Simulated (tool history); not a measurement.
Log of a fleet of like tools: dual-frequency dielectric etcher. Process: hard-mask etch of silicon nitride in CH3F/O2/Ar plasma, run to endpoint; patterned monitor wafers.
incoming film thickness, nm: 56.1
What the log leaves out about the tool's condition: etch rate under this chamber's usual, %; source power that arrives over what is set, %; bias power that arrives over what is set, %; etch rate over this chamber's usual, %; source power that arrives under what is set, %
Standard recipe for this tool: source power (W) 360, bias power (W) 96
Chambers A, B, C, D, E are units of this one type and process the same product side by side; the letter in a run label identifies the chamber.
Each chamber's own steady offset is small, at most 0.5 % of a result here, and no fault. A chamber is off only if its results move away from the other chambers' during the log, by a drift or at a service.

| run | hour | source power (W) | bias power (W) | hours since the last wet clean | hours since the last source power generator calibration | hours since the last bias power generator calibration | endpoint time (s) |
|---|---|---|---|---|---|---|---|
| 1A | 7.6 | 360 | 96 | 173.8 | 499.1 | 1151.2 | 76.059 |
| 2D | 17.9 | 360 | 96 | 212.2 | 3230.5 | 262.6 | 76.419 |
| 3E | 24.3 | 360 | 96 | 425.8 | 2091.8 | 1207.8 | 76.115 |
| 4C | 32.7 | 360 | 96 | 191.7 | 1765.8 | 1891.5 | 75.926 |
| 5B | 45.0 | 360 | 96 | 114.7 | 1560.2 | 594.2 | 75.586 |
| 6C | 53.5 | 360 | 106 | 212.5 | 1786.6 | 1912.3 | 74.310 |
| 7A | 60.5 | 360 | 106 | 226.7 | 552.0 | 1204.1 | 72.957 |
| 8D | 70.7 | 360 | 106 | 265.0 | 3283.3 | 315.4 | 73.777 |
| 9E | 83.3 | 360 | 106 | 484.8 | 2150.8 | 1266.8 | 74.294 |
| 10B | 91.3 | 360 | 106 | 161.0 | 1606.5 | 640.5 | 72.806 |
| 11D | 98.2 | 360 | 96 | 292.5 | 3310.8 | 342.9 | 75.455 |
| 12B | 109.3 | 360 | 96 | 179.0 | 1624.5 | 658.5 | 75.432 |
| 13C | 121.2 | 360 | 96 | 280.2 | 1854.3 | 1980.0 | 75.972 |
| 14A | 128.2 | 360 | 96 | 294.4 | 619.7 | 1271.8 | 76.854 |
|  | 130.6 | chamber E: wet clean of the chamber |
| 15E | 135.8 | 360 | 96 | 5.2 | 2203.3 | 1319.3 | 73.798 |
| 16C | 146.1 | 410 | 110 | 305.1 | 1879.2 | 2004.9 | 70.452 |
| 17D | 157.7 | 410 | 110 | 352.0 | 3370.3 | 402.4 | 68.673 |
| 18E | 168.9 | 410 | 110 | 38.3 | 2236.4 | 1352.4 | 66.396 |
| 19A | 174.7 | 410 | 110 | 340.9 | 666.2 | 1318.3 | 69.457 |
|  | 177.6 | chamber A: wet clean of the chamber |
| 20B | 180.5 | 410 | 110 | 250.2 | 1695.7 | 729.7 | 68.402 |
| 21D | 186.6 | 360 | 96 | 380.9 | 3399.2 | 431.3 | 75.993 |
| 22E | 197.2 | 360 | 96 | 66.6 | 2264.7 | 1380.7 | 72.460 |
|  | 201.9 | chamber C: wet clean of the chamber |
| 23C | 205.2 | 360 | 96 | 3.4 | 1938.3 | 2064.0 | 76.767 |
| 24A | 210.8 | 360 | 96 | 33.3 | 702.3 | 1354.4 | 75.926 |
| 25B | 216.4 | 360 | 96 | 286.1 | 1731.6 | 765.6 | 76.797 |
|  | 220.5 | chamber D: wet clean of the chamber |
| 26B | 227.6 | 360 | 96 | 297.3 | 1742.8 | 776.8 | 75.639 |
| 27D | 234.2 | 360 | 96 | 13.7 | 3446.8 | 478.9 | 75.313 |
| 28C | 243.7 | 310 | 82 | 41.9 | 1976.8 | 2102.5 | 84.997 |
| 29A | 255.1 | 310 | 82 | 77.6 | 746.6 | 1398.7 | 85.639 |
| 30E | 266.0 | 310 | 82 | 135.4 | 2333.5 | 1449.5 | 82.843 |
| 31E | 277.8 | 310 | 82 | 147.2 | 2345.3 | 1461.3 | 81.611 |
| 32A | 283.6 | 310 | 82 | 106.1 | 775.1 | 1427.2 | 85.429 |

Has any chamber moved away from the others, gradually or after a service, or does the common gauge drift, or do the chambers differ only by their own small steady offsets? State the chamber and the most likely cause if one applies.

Chamber E has stood off from the others ever since a service on it.
Likeliest cause: etch rate over this chamber's usual, % = 4.02.

Here are 4 candidates for chamber E's next run, each the usual settings with a change, their results left as question marks. Which one brings its results back in line with what the others give on the usual settings?
Maximum distance from the other chambers' mean on the usual settings for a result to count as in line: endpoint time (s) 1.700
| 33E-1 | 292.6 | 340 | 91 |  |  |  | ? |
| 33E-2 | 292.6 | 440 | 96 |  |  |  | ? |
| 33E-3 | 292.6 | 400 | 96 |  |  |  | ? |
| 33E-4 | 292.6 | 320 | 86 |  |  |  | ? |

Usual-settings mean across the other chambers: endpoint time (s) 76.164
| run | endpoint time (s) |
|---|---|
| 33E-1 | 76.042 |
| 33E-2 | 67.655 |
| 33E-3 | 70.135 |
| 33E-4 | 79.419 |
The answer is 33E-1, which returns the chamber to within the allowed miss of the others.

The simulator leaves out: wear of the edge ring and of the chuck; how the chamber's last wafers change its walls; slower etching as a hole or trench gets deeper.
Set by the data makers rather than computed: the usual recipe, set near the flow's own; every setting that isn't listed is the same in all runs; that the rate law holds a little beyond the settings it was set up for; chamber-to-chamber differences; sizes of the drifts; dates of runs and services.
